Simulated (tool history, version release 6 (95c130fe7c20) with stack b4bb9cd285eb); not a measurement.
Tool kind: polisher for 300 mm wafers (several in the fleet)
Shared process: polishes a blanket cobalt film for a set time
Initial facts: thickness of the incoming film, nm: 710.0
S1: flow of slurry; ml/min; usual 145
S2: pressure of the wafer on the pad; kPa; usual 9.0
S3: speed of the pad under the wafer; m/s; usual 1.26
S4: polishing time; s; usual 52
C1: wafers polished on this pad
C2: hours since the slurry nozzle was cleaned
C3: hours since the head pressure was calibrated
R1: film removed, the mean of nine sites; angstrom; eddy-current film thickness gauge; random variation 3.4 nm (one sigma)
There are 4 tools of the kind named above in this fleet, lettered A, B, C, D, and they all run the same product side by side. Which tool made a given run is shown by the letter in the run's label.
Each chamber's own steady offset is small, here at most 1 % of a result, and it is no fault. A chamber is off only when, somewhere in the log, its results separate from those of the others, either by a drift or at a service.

run,hour,S1,S2,S3,S4,C1,C2,C3,R1
# hour 1.3: chamber A: worn pad replaced by a new one
1A,2.9,145,9.0,1.26,52,19,530.8,406.8,2493.8
2C,6.7,145,9.0,1.26,52,1309,71.5,514.2,2458.9
# hour 9.6: chamber C: worn pad replaced by a new one
3D,10.8,145,9.0,1.26,52,366,239.2,677.7,2558.6
4B,15.8,145,9.0,1.26,52,398,368.3,167.0,2637.8
5D,19.3,145,9.0,1.26,52,465,247.7,686.2,2565.2
6C,25.8,145,9.0,1.26,52,190,90.6,533.3,2546.6
7B,32.3,145,9.0,1.26,52,591,384.8,183.5,2569.7
8A,36.3,145,9.0,1.26,52,409,564.2,440.2,2549.7
9B,41.6,145,9.0,1.26,52,699,394.1,192.8,2537.3
# hour 41.8: chamber D: worn pad replaced by a new one
# hour 42.6: chamber B: worn pad replaced by a new one
10D,45.1,145,9.0,1.26,52,39,273.5,712.0,2492.5
11A,49.9,160,9.0,1.26,52,568,577.8,453.8,2554.9
12C,53.0,160,9.0,1.26,52,507,117.8,560.5,2599.1
13A,57.4,160,9.0,1.26,52,656,585.3,461.3,2533.6
14C,61.9,160,9.0,1.26,52,611,126.7,569.4,2591.3
15B,67.1,145,9.0,1.26,52,287,419.6,218.3,2542.8
16D,71.3,145,9.0,1.26,52,345,299.7,738.2,2437.6
# hour 73.0: chamber A: worn pad replaced by a new one
# hour 73.4: chamber A: head pressure recalibrated
17C,74.5,145,9.0,1.26,52,759,139.3,582.0,2568.4
18B,79.2,145,9.0,1.26,52,428,431.7,230.4,2568.2
19A,85.6,145,9.0,1.26,52,148,613.5,12.2,2473.2
20D,89.6,145,9.0,1.26,52,558,318.0,756.5,2467.9
21A,94.8,145,9.0,1.26,52,255,622.7,21.4,2525.6
22D,99.7,145,9.0,1.26,52,677,328.1,766.6,2411.7
23B,103.9,110,11.0,1.26,52,717,456.4,255.1,2877.3
# hour 104.7: chamber B: worn pad replaced by a new one
24C,108.5,110,11.0,1.26,52,1156,173.3,616.0,2938.6
25B,114.3,110,11.0,1.26,52,112,466.8,265.5,2976.4

Next, all 4 chambers run the settings below, one line each with question marks for the results. What does each chamber give?
26A,119.1,145,9.0,1.26,52,,,,?
26B,119.1,145,9.0,1.26,52,,,,?
26C,119.1,145,9.0,1.26,52,,,,?
26D,119.1,145,9.0,1.26,52,,,,?

run,R1
26A,2504.5
26B,2517.4
26C,2530.6
26D,2304.0

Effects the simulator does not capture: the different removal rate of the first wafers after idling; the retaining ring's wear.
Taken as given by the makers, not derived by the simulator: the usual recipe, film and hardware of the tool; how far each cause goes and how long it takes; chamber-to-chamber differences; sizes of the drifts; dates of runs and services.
